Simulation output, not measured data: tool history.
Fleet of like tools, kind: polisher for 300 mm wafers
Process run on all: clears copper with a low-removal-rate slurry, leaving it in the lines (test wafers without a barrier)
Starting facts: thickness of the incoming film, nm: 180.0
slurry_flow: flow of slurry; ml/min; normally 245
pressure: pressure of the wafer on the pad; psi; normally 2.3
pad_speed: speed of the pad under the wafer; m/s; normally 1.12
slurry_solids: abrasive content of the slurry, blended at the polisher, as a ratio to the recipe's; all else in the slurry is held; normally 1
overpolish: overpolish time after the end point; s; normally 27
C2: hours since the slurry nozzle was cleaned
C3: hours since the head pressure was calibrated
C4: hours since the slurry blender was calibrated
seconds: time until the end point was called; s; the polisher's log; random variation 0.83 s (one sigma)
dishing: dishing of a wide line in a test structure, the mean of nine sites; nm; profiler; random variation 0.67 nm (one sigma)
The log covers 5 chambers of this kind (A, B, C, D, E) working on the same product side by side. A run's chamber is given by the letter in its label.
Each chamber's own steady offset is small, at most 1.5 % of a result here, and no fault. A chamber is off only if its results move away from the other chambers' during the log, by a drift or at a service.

{"run": "1A", "hour": 9.8, "slurry_flow": 245, "pressure": 2.3, "pad_speed": 1.12, "slurry_solids": 1, "overpolish": 27, "wafers polished on this pad": 340, "C2": 783.6, "C3": 472.9, "C4": 11.7, "seconds": 71.606, "dishing": 43.107}
{"hour": 14.5, "done": "chamber D: worn pad replaced by a new one"}
{"hour": 15.3, "done": "chamber C: worn pad replaced by a new one"}
{"run": "2E", "hour": 17.7, "slurry_flow": 245, "pressure": 2.3, "pad_speed": 1.12, "slurry_solids": 1, "overpolish": 27, "wafers polished on this pad": 921, "C2": 43.1, "C3": 520.2, "C4": 60.4, "seconds": 73.881, "dishing": 43.155}
{"run": "3D", "hour": 24.5, "slurry_flow": 245, "pressure": 2.3, "pad_speed": 1.12, "slurry_solids": 1, "overpolish": 27, "wafers polished on this pad": 110, "C2": 550.3, "C3": 657.3, "C4": 154.5, "seconds": 73.114, "dishing": 44.431}
{"run": "4C", "hour": 33.4, "slurry_flow": 245, "pressure": 2.3, "pad_speed": 1.12, "slurry_solids": 1, "overpolish": 27, "wafers polished on this pad": 197, "C2": 252.4, "C3": 67, "C4": 165.7, "seconds": 72.504, "dishing": 44.497}
{"hour": 35.0, "done": "chamber E: worn pad replaced by a new one"}
{"hour": 38.3, "done": "chamber A: worn pad replaced by a new one"}
{"hour": 42.0, "done": "chamber A: slurry nozzle cleaned"}
{"run": "5B", "hour": 43.2, "slurry_flow": 245, "pressure": 2.3, "pad_speed": 1.12, "slurry_solids": 1, "overpolish": 27, "wafers polished on this pad": 605, "C2": 108.9, "C3": 917.3, "C4": 351.4, "seconds": 73.272, "dishing": 42.389}
{"hour": 47.3, "done": "chamber B: worn pad replaced by a new one"}
{"run": "6C", "hour": 53.9, "slurry_flow": 245, "pressure": 2.3, "pad_speed": 1.12, "slurry_solids": 1, "overpolish": 27, "wafers polished on this pad": 422, "C2": 272.9, "C3": 87.5, "C4": 186.2, "seconds": 73.324, "dishing": 43.596}
{"run": "7B", "hour": 65.5, "slurry_flow": 245, "pressure": 2.3, "pad_speed": 1.12, "slurry_solids": 1, "overpolish": 27, "wafers polished on this pad": 199, "C2": 131.2, "C3": 939.6, "C4": 373.7, "seconds": 71.978, "dishing": 43.246}
{"hour": 66.5, "done": "chamber C: worn pad replaced by a new one"}
{"hour": 69.6, "done": "chamber B: slurry blender recalibrated"}
{"hour": 71.2, "done": "chamber C: slurry nozzle cleaned"}
{"run": "8D", "hour": 72.3, "slurry_flow": 245, "pressure": 2.3, "pad_speed": 1.12, "slurry_solids": 1, "overpolish": 27, "wafers polished on this pad": 632, "C2": 598.1, "C3": 705.1, "C4": 202.3, "seconds": 75.127, "dishing": 42.807}
{"run": "9A", "hour": 78.6, "slurry_flow": 245, "pressure": 2.3, "pad_speed": 1.12, "slurry_solids": 1, "overpolish": 27, "wafers polished on this pad": 441, "C2": 36.6, "C3": 541.7, "C4": 80.5, "seconds": 72.04, "dishing": 43.844}
{"run": "10E", "hour": 86.3, "slurry_flow": 245, "pressure": 2.3, "pad_speed": 1.12, "slurry_solids": 1, "overpolish": 27, "wafers polished on this pad": 561, "C2": 111.7, "C3": 588.8, "C4": 129, "seconds": 74.41, "dishing": 43.721}
{"run": "11A", "hour": 94.5, "slurry_flow": 245, "pressure": 2.3, "pad_speed": 1.12, "slurry_solids": 1, "overpolish": 27, "wafers polished on this pad": 615, "C2": 52.5, "C3": 557.6, "C4": 96.4, "seconds": 72.892, "dishing": 43.663}
{"hour": 101.1, "done": "chamber B: worn pad replaced by a new one"}
{"run": "12D", "hour": 101.2, "slurry_flow": 245, "pressure": 2.3, "pad_speed": 0.92, "slurry_solids": 1, "overpolish": 27, "wafers polished on this pad": 948, "C2": 627, "C3": 734, "C4": 231.2, "seconds": 89.987, "dishing": 37.215}
{"hour": 104.1, "done": "chamber A: worn pad replaced by a new one"}
{"run": "13C", "hour": 109.5, "slurry_flow": 245, "pressure": 2.3, "pad_speed": 0.92, "slurry_solids": 1, "overpolish": 27, "wafers polished on this pad": 471, "C2": 38.3, "C3": 143.1, "C4": 241.8, "seconds": 89.997, "dishing": 37.634}
{"hour": 111.8, "done": "chamber D: worn pad replaced by a new one"}
{"run": "14E", "hour": 121.8, "slurry_flow": 245, "pressure": 2.3, "pad_speed": 0.92, "slurry_solids": 1, "overpolish": 27, "wafers polished on this pad": 949, "C2": 147.2, "C3": 624.3, "C4": 164.5, "seconds": 89.528, "dishing": 36.927}
{"hour": 125.6, "done": "chamber C: worn pad replaced by a new one"}
{"hour": 130.0, "done": "chamber A: slurry blender recalibrated"}
{"run": "15B", "hour": 133.3, "slurry_flow": 245, "pressure": 2.3, "pad_speed": 0.92, "slurry_solids": 1, "overpolish": 27, "wafers polished on this pad": 353, "C2": 199, "C3": 1007.4, "C4": 63.7, "seconds": 88.167, "dishing": 36.73}
{"hour": 138.4, "done": "chamber E: worn pad replaced by a new one"}
{"run": "16D", "hour": 145.4, "slurry_flow": 245, "pressure": 2.3, "pad_speed": 0.92, "slurry_solids": 1, "overpolish": 27, "wafers polished on this pad": 368, "C2": 671.2, "C3": 778.2, "C4": 275.4, "seconds": 91.395, "dishing": 37.542}
{"run": "17A", "hour": 158.1, "slurry_flow": 190, "pressure": 2.3, "pad_speed": 1.12, "slurry_solids": 1.2, "overpolish": 27, "wafers polished on this pad": 591, "C2": 116.1, "C3": 621.2, "C4": 28.1, "seconds": 72.784, "dishing": 42.665}
{"hour": 160.2, "done": "chamber D: slurry blender recalibrated"}
{"hour": 160.9, "done": "chamber B: worn pad replaced by a new one"}
{"run": "18C", "hour": 163.7, "slurry_flow": 190, "pressure": 2.3, "pad_speed": 1.12, "slurry_solids": 1.2, "overpolish": 27, "wafers polished on this pad": 416, "C2": 92.5, "C3": 197.3, "C4": 296, "seconds": 72.83, "dishing": 44.515}
{"run": "19E", "hour": 171.5, "slurry_flow": 190, "pressure": 2.3, "pad_speed": 1.12, "slurry_solids": 1.2, "overpolish": 27, "wafers polished on this pad": 362, "C2": 196.9, "C3": 674, "C4": 214.2, "seconds": 72.962, "dishing": 43.705}
{"hour": 176.8, "done": "chamber A: worn pad replaced by a new one"}
{"run": "20B", "hour": 180.4, "slurry_flow": 190, "pressure": 2.3, "pad_speed": 1.12, "slurry_solids": 1.2, "overpolish": 27, "wafers polished on this pad": 213, "C2": 246.1, "C3": 1054.5, "C4": 110.8, "seconds": 72.372, "dishing": 43.31}
{"hour": 188.2, "done": "chamber C: worn pad replaced by a new one"}
{"run": "21E", "hour": 191.2, "slurry_flow": 190, "pressure": 2.3, "pad_speed": 1.12, "slurry_solids": 1.2, "overpolish": 27, "wafers polished on this pad": 577, "C2": 216.6, "C3": 693.7, "C4": 233.9, "seconds": 75.006, "dishing": 44.613}
{"run": "22C", "hour": 197.3, "slurry_flow": 245, "pressure": 1.7, "pad_speed": 1.12, "slurry_solids": 1, "overpolish": 27, "wafers polished on this pad": 100, "C2": 126.1, "C3": 230.9, "C4": 329.6, "seconds": 98.504, "dishing": 33.8}
{"hour": 199.6, "done": "chamber D: slurry nozzle cleaned"}
{"run": "23D", "hour": 205.9, "slurry_flow": 245, "pressure": 1.7, "pad_speed": 1.12, "slurry_solids": 1, "overpolish": 27, "wafers polished on this pad": 1029, "C2": 6.4, "C3": 838.7, "C4": 45.7, "seconds": 101.4, "dishing": 32.813}
{"hour": 210.8, "done": "chamber D: worn pad replaced by a new one"}
{"run": "24A", "hour": 214.6, "slurry_flow": 245, "pressure": 1.7, "pad_speed": 1.12, "slurry_solids": 1, "overpolish": 27, "wafers polished on this pad": 413, "C2": 172.6, "C3": 677.7, "C4": 84.6, "seconds": 100.89, "dishing": 32.278}
{"run": "25B", "hour": 220.7, "slurry_flow": 245, "pressure": 1.7, "pad_speed": 1.12, "slurry_solids": 1, "overpolish": 27, "wafers polished on this pad": 654, "C2": 286.4, "C3": 1094.8, "C4": 151.1, "seconds": 98.248, "dishing": 33.679}
{"hour": 222.0, "done": "chamber B: worn pad replaced by a new one"}
{"run": "26E", "hour": 230.2, "slurry_flow": 245, "pressure": 1.7, "pad_speed": 1.12, "slurry_solids": 1, "overpolish": 27, "wafers polished on this pad": 1004, "C2": 255.6, "C3": 732.7, "C4": 272.9, "seconds": 100.46, "dishing": 33.522}
{"run": "27A", "hour": 236.8, "slurry_flow": 245, "pressure": 2.3, "pad_speed": 1.12, "slurry_solids": 1, "overpolish": 27, "wafers polished on this pad": 656, "C2": 194.8, "C3": 699.9, "C4": 106.8, "seconds": 73.673, "dishing": 43.815}
{"hour": 238.4, "done": "chamber B: head pressure recalibrated"}
{"run": "28C", "hour": 244.9, "slurry_flow": 245, "pressure": 2.3, "pad_speed": 1.12, "slurry_solids": 1, "overpolish": 27, "wafers polished on this pad": 621, "C2": 173.7, "C3": 278.5, "C4": 377.2, "seconds": 72.803, "dishing": 43.98}
{"run": "29D", "hour": 256.7, "slurry_flow": 245, "pressure": 2.3, "pad_speed": 1.12, "slurry_solids": 1, "overpolish": 27, "wafers polished on this pad": 502, "C2": 57.2, "C3": 889.5, "C4": 96.5, "seconds": 73.02, "dishing": 43.049}
{"run": "30B", "hour": 264.0, "slurry_flow": 245, "pressure": 2.3, "pad_speed": 1.12, "slurry_solids": 1, "overpolish": 27, "wafers polished on this pad": 459, "C2": 329.7, "C3": 25.6, "C4": 194.4, "seconds": 73.435, "dishing": 44.335}

Decide between three cases: one chamber stands off from its peers, the gauge reading all wafers drifts, or nothing is wrong past each chamber's small offset. Where a chamber is off, say which and what most likely put it there.

Beyond each chamber's small constant offset nothing stands out, and the gauge stays steady.

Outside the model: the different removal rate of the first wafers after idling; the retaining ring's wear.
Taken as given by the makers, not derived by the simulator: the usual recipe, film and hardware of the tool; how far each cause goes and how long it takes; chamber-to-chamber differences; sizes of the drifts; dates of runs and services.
